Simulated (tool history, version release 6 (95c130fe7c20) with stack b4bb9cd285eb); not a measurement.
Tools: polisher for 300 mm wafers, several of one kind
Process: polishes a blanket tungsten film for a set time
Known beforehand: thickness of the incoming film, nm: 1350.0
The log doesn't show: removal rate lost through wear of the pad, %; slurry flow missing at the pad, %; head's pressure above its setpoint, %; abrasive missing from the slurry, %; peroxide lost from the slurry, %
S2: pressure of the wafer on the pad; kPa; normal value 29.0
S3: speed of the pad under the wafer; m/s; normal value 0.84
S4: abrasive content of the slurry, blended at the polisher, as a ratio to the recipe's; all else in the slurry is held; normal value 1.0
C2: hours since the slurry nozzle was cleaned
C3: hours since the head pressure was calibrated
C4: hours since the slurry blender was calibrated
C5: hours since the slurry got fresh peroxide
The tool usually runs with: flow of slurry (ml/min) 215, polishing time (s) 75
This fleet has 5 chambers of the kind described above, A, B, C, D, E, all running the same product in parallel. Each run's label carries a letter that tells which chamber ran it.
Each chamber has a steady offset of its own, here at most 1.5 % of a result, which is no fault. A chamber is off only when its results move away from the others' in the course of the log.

{"run": "1C", "hour": 7.0, "flow of slurry (ml/min)": 215, "S2": 29.0, "S3": 0.84, "S4": 1.0, "polishing time (s)": 75, "wafers polished on this pad": 319, "C2": 425.7, "C3": 684.0, "C4": 135.2, "C5": 54.6, "film removed (nm)": 398.04}
{"run": "2A", "hour": 14.6, "flow of slurry (ml/min)": 215, "S2": 29.0, "S3": 0.84, "S4": 1.0, "polishing time (s)": 75, "wafers polished on this pad": 533, "C2": 370.2, "C3": 390.0, "C4": 262.8, "C5": 137.2, "film removed (nm)": 394.91}
{"hour": 22.4, "done": "chamber A: worn pad replaced by a new one"}
{"run": "3D", "hour": 25.4, "flow of slurry (ml/min)": 215, "S2": 29.0, "S3": 0.84, "S4": 1.0, "polishing time (s)": 75, "wafers polished on this pad": 897, "C2": 488.2, "C3": 449.8, "C4": 134.3, "C5": 91.1, "film removed (nm)": 401.75}
{"hour": 35.4, "done": "chamber D: worn pad replaced by a new one"}
{"run": "4E", "hour": 35.6, "flow of slurry (ml/min)": 215, "S2": 29.0, "S3": 0.84, "S4": 1.0, "polishing time (s)": 75, "wafers polished on this pad": 668, "C2": 220.3, "C3": 275.6, "C4": 316.4, "C5": 123.6, "film removed (nm)": 411.02}
{"hour": 40.9, "done": "chamber C: worn pad replaced by a new one"}
{"run": "5B", "hour": 40.9, "flow of slurry (ml/min)": 180, "S2": 29.0, "S3": 1.12, "S4": 1.0, "polishing time (s)": 75, "wafers polished on this pad": 589, "C2": 351.0, "C3": 483.2, "C4": 108.9, "C5": 112.3, "film removed (nm)": 515.94}
{"run": "6C", "hour": 46.5, "flow of slurry (ml/min)": 180, "S2": 29.0, "S3": 1.12, "S4": 1.0, "polishing time (s)": 75, "wafers polished on this pad": 61, "C2": 465.2, "C3": 723.5, "C4": 174.7, "C5": 94.1, "film removed (nm)": 509.11}
{"hour": 53.0, "done": "chamber D: slurry nozzle cleaned"}
{"hour": 53.1, "done": "chamber B: slurry blender recalibrated"}
{"run": "7D", "hour": 55.9, "flow of slurry (ml/min)": 180, "S2": 29.0, "S3": 1.12, "S4": 1.0, "polishing time (s)": 75, "wafers polished on this pad": 223, "C2": 2.9, "C3": 480.3, "C4": 164.8, "C5": 121.6, "film removed (nm)": 521.87}
{"hour": 60.2, "done": "chamber D: slurry tank refilled with fresh slurry and peroxide"}
{"run": "8E", "hour": 65.7, "flow of slurry (ml/min)": 180, "S2": 29.0, "S3": 1.12, "S4": 1.0, "polishing time (s)": 75, "wafers polished on this pad": 994, "C2": 250.4, "C3": 305.7, "C4": 346.5, "C5": 153.7, "film removed (nm)": 533.98}
{"hour": 66.4, "done": "chamber C: slurry blender recalibrated"}
{"run": "9A", "hour": 73.8, "flow of slurry (ml/min)": 180, "S2": 29.0, "S3": 1.12, "S4": 1.0, "polishing time (s)": 75, "wafers polished on this pad": 557, "C2": 429.4, "C3": 449.2, "C4": 322.0, "C5": 196.4, "film removed (nm)": 531.48}
{"hour": 78.4, "done": "chamber E: worn pad replaced by a new one"}
{"run": "10B", "hour": 82.6, "flow of slurry (ml/min)": 215, "S2": 29.0, "S3": 0.84, "S4": 1.3, "polishing time (s)": 75, "wafers polished on this pad": 1042, "C2": 392.7, "C3": 524.9, "C4": 29.6, "C5": 154.0, "film removed (nm)": 424.66}
{"hour": 87.6, "done": "chamber E: slurry tank refilled with fresh slurry and peroxide"}
{"run": "11E", "hour": 88.1, "flow of slurry (ml/min)": 215, "S2": 29.0, "S3": 0.84, "S4": 1.3, "polishing time (s)": 75, "wafers polished on this pad": 105, "C2": 272.8, "C3": 328.1, "C4": 368.9, "C5": 0.6, "film removed (nm)": 427.84}
{"hour": 89.0, "done": "chamber B: slurry tank refilled with fresh slurry and peroxide"}
{"hour": 90.2, "done": "chamber B: worn pad replaced by a new one"}
{"hour": 92.5, "done": "chamber A: worn pad replaced by a new one"}
{"hour": 93.0, "done": "chamber C: slurry tank refilled with fresh slurry and peroxide"}
{"run": "12B", "hour": 95.6, "flow of slurry (ml/min)": 215, "S2": 29.0, "S3": 0.84, "S4": 1.3, "polishing time (s)": 75, "wafers polished on this pad": 59, "C2": 405.7, "C3": 537.9, "C4": 42.6, "C5": 6.6, "film removed (nm)": 429.14}
{"hour": 98.4, "done": "chamber A: slurry blender recalibrated"}
{"run": "13C", "hour": 102.9, "flow of slurry (ml/min)": 215, "S2": 29.0, "S3": 0.84, "S4": 1.3, "polishing time (s)": 75, "wafers polished on this pad": 672, "C2": 521.6, "C3": 779.9, "C4": 36.5, "C5": 9.9, "film removed (nm)": 421.95}
{"hour": 107.1, "done": "chamber C: worn pad replaced by a new one"}
{"run": "14D", "hour": 111.4, "flow of slurry (ml/min)": 215, "S2": 29.0, "S3": 0.84, "S4": 1.3, "polishing time (s)": 75, "wafers polished on this pad": 825, "C2": 58.4, "C3": 535.8, "C4": 220.3, "C5": 51.3, "film removed (nm)": 428.96}
{"run": "15A", "hour": 122.9, "flow of slurry (ml/min)": 215, "S2": 29.0, "S3": 0.84, "S4": 1.0, "polishing time (s)": 95, "wafers polished on this pad": 330, "C2": 478.5, "C3": 498.3, "C4": 24.5, "C5": 245.5, "film removed (nm)": 507.24}
{"run": "16D", "hour": 128.4, "flow of slurry (ml/min)": 215, "S2": 29.0, "S3": 0.84, "S4": 1.0, "polishing time (s)": 95, "wafers polished on this pad": 1009, "C2": 75.4, "C3": 552.8, "C4": 237.3, "C5": 68.3, "film removed (nm)": 510.09}
{"hour": 135.4, "done": "chamber D: worn pad replaced by a new one"}
{"run": "17C", "hour": 136.4, "flow of slurry (ml/min)": 215, "S2": 29.0, "S3": 0.84, "S4": 1.0, "polishing time (s)": 95, "wafers polished on this pad": 318, "C2": 555.1, "C3": 813.4, "C4": 70.0, "C5": 43.4, "film removed (nm)": 498.8}
{"run": "18B", "hour": 142.2, "flow of slurry (ml/min)": 215, "S2": 29.0, "S3": 0.84, "S4": 1.0, "polishing time (s)": 95, "wafers polished on this pad": 564, "C2": 452.3, "C3": 584.5, "C4": 89.2, "C5": 53.2, "film removed (nm)": 506.71}
{"run": "19E", "hour": 149.2, "flow of slurry (ml/min)": 215, "S2": 29.0, "S3": 0.84, "S4": 1.0, "polishing time (s)": 95, "wafers polished on this pad": 768, "C2": 333.9, "C3": 389.2, "C4": 430.0, "C5": 61.7, "film removed (nm)": 518.59}
{"hour": 156.4, "done": "chamber A: worn pad replaced by a new one"}
{"hour": 158.7, "done": "chamber D: slurry tank refilled with fresh slurry and peroxide"}
{"run": "20A", "hour": 160.4, "flow of slurry (ml/min)": 215, "S2": 29.0, "S3": 0.84, "S4": 1.0, "polishing time (s)": 75, "wafers polished on this pad": 44, "C2": 516.0, "C3": 535.8, "C4": 62.0, "C5": 283.0, "film removed (nm)": 382.89}
{"hour": 161.3, "done": "chamber E: worn pad replaced by a new one"}
{"run": "21C", "hour": 172.2, "flow of slurry (ml/min)": 215, "S2": 29.0, "S3": 0.84, "S4": 1.0, "polishing time (s)": 75, "wafers polished on this pad": 706, "C2": 590.9, "C3": 849.2, "C4": 105.8, "C5": 79.2, "film removed (nm)": 403.18}
{"hour": 175.0, "done": "chamber B: slurry blender recalibrated"}
{"run": "22A", "hour": 182.2, "flow of slurry (ml/min)": 215, "S2": 29.0, "S3": 0.84, "S4": 1.0, "polishing time (s)": 75, "wafers polished on this pad": 280, "C2": 537.8, "C3": 557.6, "C4": 83.8, "C5": 304.8, "film removed (nm)": 374.81}
{"hour": 183.6, "done": "chamber B: worn pad replaced by a new one"}
{"run": "23E", "hour": 187.3, "flow of slurry (ml/min)": 215, "S2": 29.0, "S3": 0.84, "S4": 1.0, "polishing time (s)": 75, "wafers polished on this pad": 283, "C2": 372.0, "C3": 427.3, "C4": 468.1, "C5": 99.8, "film removed (nm)": 402.84}
{"hour": 191.0, "done": "chamber C: worn pad replaced by a new one"}
{"hour": 191.2, "done": "chamber D: slurry blender recalibrated"}
{"run": "24B", "hour": 197.4, "flow of slurry (ml/min)": 215, "S2": 29.0, "S3": 0.84, "S4": 1.0, "polishing time (s)": 75, "wafers polished on this pad": 150, "C2": 507.5, "C3": 639.7, "C4": 22.4, "C5": 108.4, "film removed (nm)": 399.31}
{"run": "25D", "hour": 203.1, "flow of slurry (ml/min)": 215, "S2": 29.0, "S3": 0.84, "S4": 1.0, "polishing time (s)": 75, "wafers polished on this pad": 734, "C2": 150.1, "C3": 627.5, "C4": 11.9, "C5": 44.5, "film removed (nm)": 396.63}
{"run": "26A", "hour": 210.2, "flow of slurry (ml/min)": 215, "S2": 29.0, "S3": 0.84, "S4": 1.2, "polishing time (s)": 60, "wafers polished on this pad": 584, "C2": 565.8, "C3": 585.6, "C4": 111.8, "C5": 332.8, "film removed (nm)": 322.55}
{"run": "27B", "hour": 217.5, "flow of slurry (ml/min)": 215, "S2": 29.0, "S3": 0.84, "S4": 1.2, "polishing time (s)": 60, "wafers polished on this pad": 368, "C2": 527.6, "C3": 659.8, "C4": 42.5, "C5": 128.5, "film removed (nm)": 333.56}
{"hour": 223.6, "done": "chamber E: slurry blender recalibrated"}
{"hour": 223.8, "done": "chamber A: worn pad replaced by a new one"}
{"run": "28D", "hour": 223.8, "flow of slurry (ml/min)": 215, "S2": 29.0, "S3": 0.84, "S4": 1.2, "polishing time (s)": 60, "wafers polished on this pad": 959, "C2": 170.8, "C3": 648.2, "C4": 32.6, "C5": 65.2, "film removed (nm)": 335.11}
{"hour": 227.1, "done": "chamber C: slurry blender recalibrated"}
{"hour": 230.8, "done": "chamber D: worn pad replaced by a new one"}
{"run": "29C", "hour": 232.1, "flow of slurry (ml/min)": 215, "S2": 29.0, "S3": 0.84, "S4": 1.2, "polishing time (s)": 60, "wafers polished on this pad": 446, "C2": 650.8, "C3": 909.1, "C4": 5.0, "C5": 139.1, "film removed (nm)": 335.69}
{"hour": 233.1, "done": "chamber C: slurry tank refilled with fresh slurry and peroxide"}
{"run": "30E", "hour": 241.7, "flow of slurry (ml/min)": 215, "S2": 29.0, "S3": 0.84, "S4": 1.2, "polishing time (s)": 60, "wafers polished on this pad": 873, "C2": 426.4, "C3": 481.7, "C4": 18.1, "C5": 154.2, "film removed (nm)": 336.25}
{"hour": 245.2, "done": "chamber B: slurry tank refilled with fresh slurry and peroxide"}
{"run": "31E", "hour": 248.5, "flow of slurry (ml/min)": 215, "S2": 29.0, "S3": 0.84, "S4": 1.0, "polishing time (s)": 75, "wafers polished on this pad": 946, "C2": 433.2, "C3": 488.5, "C4": 24.9, "C5": 161.0, "film removed (nm)": 410.88}
{"run": "32D", "hour": 254.8, "flow of slurry (ml/min)": 215, "S2": 29.0, "S3": 0.84, "S4": 1.0, "polishing time (s)": 75, "wafers polished on this pad": 260, "C2": 201.8, "C3": 679.2, "C4": 63.6, "C5": 96.2, "film removed (nm)": 397.85}
{"run": "33C", "hour": 266.2, "flow of slurry (ml/min)": 215, "S2": 29.0, "S3": 0.84, "S4": 1.0, "polishing time (s)": 75, "wafers polished on this pad": 816, "C2": 684.9, "C3": 943.2, "C4": 39.1, "C5": 33.1, "film removed (nm)": 388.62}
{"hour": 267.0, "done": "chamber C: worn pad replaced by a new one"}
{"run": "34B", "hour": 274.6, "flow of slurry (ml/min)": 215, "S2": 29.0, "S3": 0.84, "S4": 1.0, "polishing time (s)": 75, "wafers polished on this pad": 988, "C2": 584.7, "C3": 716.9, "C4": 99.6, "C5": 29.4, "film removed (nm)": 403.11}
{"run": "35A", "hour": 284.7, "flow of slurry (ml/min)": 215, "S2": 29.0, "S3": 0.84, "S4": 1.0, "polishing time (s)": 75, "wafers polished on this pad": 661, "C2": 640.3, "C3": 660.1, "C4": 186.3, "C5": 407.3, "film removed (nm)": 357.06}
{"run": "36C", "hour": 290.6, "flow of slurry (ml/min)": 215, "S2": 29.0, "S3": 0.84, "S4": 1.0, "polishing time (s)": 75, "wafers polished on this pad": 256, "C2": 709.3, "C3": 967.6, "C4": 63.5, "C5": 57.5, "film removed (nm)": 400.11}
{"hour": 292.1, "done": "chamber A: worn pad replaced by a new one"}
{"hour": 300.4, "done": "chamber B: worn pad replaced by a new one"}
{"run": "37B", "hour": 302.2, "flow of slurry (ml/min)": 215, "S2": 29.0, "S3": 0.84, "S4": 1.0, "polishing time (s)": 75, "wafers polished on this pad": 19, "C2": 612.3, "C3": 744.5, "C4": 127.2, "C5": 57.0, "film removed (nm)": 395.25}
{"run": "38A", "hour": 308.5, "flow of slurry (ml/min)": 215, "S2": 29.0, "S3": 0.84, "S4": 1.0, "polishing time (s)": 75, "wafers polished on this pad": 178, "C2": 664.1, "C3": 683.9, "C4": 210.1, "C5": 431.1, "film removed (nm)": 361.72}

Predict what each chamber gives when all 5 of them run the settings below next.
{"run": "39A", "hour": 316.9, "flow of slurry (ml/min)": 215, "S2": 32.4, "S3": 0.84, "S4": 1.0, "polishing time (s)": 75, "film removed (nm)": "?"}
{"run": "39B", "hour": 316.9, "flow of slurry (ml/min)": 215, "S2": 32.4, "S3": 0.84, "S4": 1.0, "polishing time (s)": 75, "film removed (nm)": "?"}
{"run": "39C", "hour": 316.9, "flow of slurry (ml/min)": 215, "S2": 32.4, "S3": 0.84, "S4": 1.0, "polishing time (s)": 75, "film removed (nm)": "?"}
{"run": "39D", "hour": 316.9, "flow of slurry (ml/min)": 215, "S2": 32.4, "S3": 0.84, "S4": 1.0, "polishing time (s)": 75, "film removed (nm)": "?"}
{"run": "39E", "hour": 316.9, "flow of slurry (ml/min)": 215, "S2": 32.4, "S3": 0.84, "S4": 1.0, "polishing time (s)": 75, "film removed (nm)": "?"}

run=39A film_removed_(nm)=385.02
run=39B film_removed_(nm)=441.67
run=39C film_removed_(nm)=442.39
run=39D film_removed_(nm)=454.59
run=39E film_removed_(nm)=454.67
